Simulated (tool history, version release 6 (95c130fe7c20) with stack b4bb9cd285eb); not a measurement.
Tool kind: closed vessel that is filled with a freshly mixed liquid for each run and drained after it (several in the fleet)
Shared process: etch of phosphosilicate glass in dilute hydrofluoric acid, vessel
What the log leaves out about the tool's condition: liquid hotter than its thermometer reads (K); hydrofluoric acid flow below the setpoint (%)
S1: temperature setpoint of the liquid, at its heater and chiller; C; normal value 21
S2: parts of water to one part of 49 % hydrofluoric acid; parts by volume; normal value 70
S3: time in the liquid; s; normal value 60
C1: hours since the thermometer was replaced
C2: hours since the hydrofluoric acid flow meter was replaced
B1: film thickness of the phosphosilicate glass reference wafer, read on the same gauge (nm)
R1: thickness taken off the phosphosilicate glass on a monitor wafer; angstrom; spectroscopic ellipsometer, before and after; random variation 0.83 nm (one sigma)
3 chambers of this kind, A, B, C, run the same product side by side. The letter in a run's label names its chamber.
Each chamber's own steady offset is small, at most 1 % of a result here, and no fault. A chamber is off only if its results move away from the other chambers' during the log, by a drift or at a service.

run,hour,S1,S2,S3,C1,C2,B1,R1
1B,8,21,70,60,580.1,1227.7,29.993,958.8
2A,19.2,21,70,60,771.9,613.4,29.985,970.15
3C,25,21,70,60,871.4,945.3,29.988,949.78
4A,34.1,21,70,60,786.8,628.3,29.992,974.1
5B,46.5,21,70,60,618.6,1266.2,29.999,966.45
6C,56,21,70,60,902.4,976.3,30.017,962.38
7B,65.5,21,70,60,637.6,1285.2,29.972,976.04
8A,74.6,21,70,60,827.3,668.8,29.962,963.94
9C,80,21,70,60,926.4,1000.3,29.988,947.6
10C,91.3,21,70,70,937.7,1011.6,29.999,1107.2
11B,101.8,21,70,70,673.9,1321.5,29.974,1139
12A,108.1,21,70,70,860.8,702.3,30.003,1144.3
13B,115.1,21,70,60,687.2,1334.8,29.945,968.38
14C,123,18.5,100,60,969.4,1043.3,29.983,574.53
15A,130.4,18.5,100,60,883.1,724.6,29.966,588.79
16B,138.2,18.5,100,60,710.3,1357.9,30.038,589.54
17A,145.9,21,70,60,898.6,740.1,29.998,978.56
18C,154.5,21,70,60,1000.9,1074.8,30.006,948.97
19C,160,21,70,60,1006.4,1080.3,30.016,955.31
20B,172.6,21,70,60,744.7,1392.3,29.992,952.79
21A,183.1,21,70,60,935.8,777.3,30.001,959.39
22A,191.7,21,70,60,944.4,785.9,29.992,957.9
23B,201.3,21,70,60,773.4,1421,30.01,955.63
24C,212.2,21,70,60,1058.6,1132.5,30,939.38
25A,224.8,21,70,60,977.5,819,30.019,978.44
26B,232.3,21,70,60,804.4,1452,30.043,967.29
27C,242.8,21,70,60,1089.2,1163.1,29.968,958.03
28C,254.1,21,70,80,1100.5,1174.4,29.979,1261.7
29B,261.4,21,70,80,833.5,1481.1,29.999,1271.6
30A,267.8,21,70,80,1020.5,862,30.003,1286.8
31C,279.2,21,70,60,1125.6,1199.5,29.993,957.52
32A,290,17,70,60,1042.7,884.2,30.017,826.9
33B,299.7,17,70,60,871.8,1519.4,30.043,817.93
34B,310.1,17,70,60,882.2,1529.8,29.996,822.73
35A,318.6,21,70,60,1071.3,912.8,30.017,970.39
36C,328.9,21,70,60,1175.3,1249.2,29.953,953.7
37A,335.7,21,70,60,1088.4,929.9,29.957,957.07
38C,342.6,21,90,60,1189,1262.9,29.972,724.99
39B,348.9,21,90,60,921,1568.6,30.033,728.94
# hour 353.7: chamber B: hydrofluoric acid flow meter replaced
40B,360.1,21,90,60,932.2,6.5,29.95,726.56
41C,371.2,21,70,60,1217.6,1291.5,29.976,943.03
42A,380.9,21,70,60,1133.6,975.1,30.007,973.62
43A,387.2,21,70,60,1139.9,981.4,29.976,975.59

One chamber off, gauge drift, or nothing amiss beyond the chambers' own small offsets? If it is a chamber, which one, and what is the likeliest cause?

Nothing is wrong: each chamber keeps only its own small, steady offset and the gauge holds still.
